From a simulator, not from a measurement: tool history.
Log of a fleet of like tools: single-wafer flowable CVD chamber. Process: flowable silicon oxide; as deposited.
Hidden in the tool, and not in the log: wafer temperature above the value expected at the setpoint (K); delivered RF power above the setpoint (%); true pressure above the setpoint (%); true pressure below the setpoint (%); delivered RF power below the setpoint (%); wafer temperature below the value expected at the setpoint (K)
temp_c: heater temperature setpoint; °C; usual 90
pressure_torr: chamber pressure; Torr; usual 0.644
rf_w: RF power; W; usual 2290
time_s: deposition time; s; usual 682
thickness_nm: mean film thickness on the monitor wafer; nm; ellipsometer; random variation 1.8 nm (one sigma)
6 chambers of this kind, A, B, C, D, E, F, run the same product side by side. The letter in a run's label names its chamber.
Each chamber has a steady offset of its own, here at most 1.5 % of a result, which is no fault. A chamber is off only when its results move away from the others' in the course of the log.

run,hour,temp_c,pressure_torr,rf_w,time_s,hours since the last thermocouple change,hours since the last RF generator calibration,hours since the last manometer calibration,"read-back reference wafer on the same gauge, thickness_nm",thickness_nm
1F,6.8,90,0.644,2290,682,681.6,1013.3,265.1,391.84,435.6
2D,20,90,0.644,2290,682,875.8,2566.7,451,391.89,435.83
3B,30.6,90,0.644,2290,682,1083.7,717.7,2298,391.69,448.68
4E,40.9,90,0.644,2290,682,328.5,1035.5,203.5,392.01,438.52
5C,47.5,90,0.644,2290,682,161.4,598.3,294.1,391.93,437.16
6A,56.8,90,0.644,2290,682,1202.9,179.2,1899.8,391.75,440.54
7E,65.8,90,0.644,2290,682,353.4,1060.4,228.4,391.6,436.81
8C,74.7,76,0.773,2290,682,188.6,625.5,321.3,391.46,833.13
9D,88.7,76,0.773,2290,682,944.5,2635.4,519.7,391.82,837.19
10F,97.5,76,0.773,2290,682,772.3,1104,355.8,391.75,840.69
11A,107.1,76,0.773,2290,682,1253.2,229.5,1950.1,391.82,830.35
12B,119.7,76,0.773,2290,682,1172.8,806.8,2387.1,392.18,849.88
13E,129.5,76,0.773,2290,682,417.1,1124.1,292.1,391.93,844.66
14B,137.4,90,0.644,2290,682,1190.5,824.5,2404.8,392.44,447.57
# hour 146.7: chamber D: RF generator calibrated
15A,147.8,82,0.644,2290,603,1293.9,270.2,1990.8,391.54,490.91
16C,156.1,82,0.644,2290,603,270,706.9,402.7,391.73,491.95
17F,167.2,82,0.644,2290,603,842,1173.7,425.5,392.09,496.22
# hour 169.6: chamber E: RF generator calibrated
18D,180.9,82,0.644,2290,603,1036.7,34.3,611.9,392,489.81
19D,189.4,82,0.644,2290,603,1045.2,42.8,620.4,391.81,491.54
20E,197.1,82,0.644,2290,603,484.7,27.6,359.7,391.9,499.71
21B,203.7,90,0.644,2290,682,1256.8,890.8,2471.1,392.42,447.7
22A,215.6,90,0.644,2290,682,1361.7,338,2058.6,392.27,436.89
23F,225.5,90,0.644,2290,682,900.3,1232,483.8,391.73,437.18
# hour 234.3: chamber B: capacitance manometer re-zeroed and calibrated
24C,236.7,90,0.644,2290,682,350.6,787.5,483.3,392.28,437.88
25C,245.9,90,0.644,2290,682,359.8,796.7,492.5,391.79,438.65
26A,259.5,90,0.644,2290,682,1405.6,381.9,2102.5,391.98,438.95
27F,271.8,90,0.644,2290,682,946.6,1278.3,530.1,392.45,436.96
28B,280.3,104,0.644,2510,682,1333.4,967.4,46.1,391.64,280.77
29D,292,104,0.644,2510,682,1147.8,145.4,723,392.34,278.28
30E,298.4,104,0.644,2510,682,586,128.9,461,391.66,290.58
31E,308.4,104,0.644,2510,682,596,138.9,471,391.99,291.04
32F,321.3,104,0.644,2510,682,996.1,1327.8,579.6,392.01,276.13
33B,329.1,104,0.644,2510,682,1382.2,1016.2,94.9,392.12,281.08
34C,337.3,90,0.644,2290,682,451.2,888.1,583.9,391.98,438.86
35A,345.7,90,0.644,2290,682,1491.8,468.1,2188.7,392.02,438.48
36D,357.5,101,0.644,2290,682,1213.3,210.9,788.5,391.92,304.27
37F,366.3,101,0.644,2290,682,1041.1,1372.8,624.6,391.78,302.87
38E,378.3,101,0.644,2290,682,665.9,208.8,540.9,392.3,323.7
39C,387.4,101,0.644,2290,682,501.3,938.2,634,392.43,305.46
40A,393.9,101,0.644,2290,682,1540,516.3,2236.9,392.13,305.78
41D,406,101,0.644,2290,682,1261.8,259.4,837,392.03,302.37
42B,414,90,0.644,2290,682,1467.1,1101.1,179.8,391.92,444.44
43E,426.1,90,0.644,2290,682,713.7,256.6,588.7,392.34,467.03
44C,437.7,90,0.644,2290,682,551.6,988.5,684.3,392.14,437.42

Next, every chamber runs the same settings. What will each give?
45A,447.9,90,0.644,2290,682,,,,,?
45B,447.9,90,0.644,2290,682,,,,,?
45C,447.9,90,0.644,2290,682,,,,,?
45D,447.9,90,0.644,2290,682,,,,,?
45E,447.9,90,0.644,2290,682,,,,,?
45F,447.9,90,0.644,2290,682,,,,,?

run,thickness_nm
45A,443.05
45B,446.49
45C,442.54
45D,438.5
45E,466.1
45F,440.86
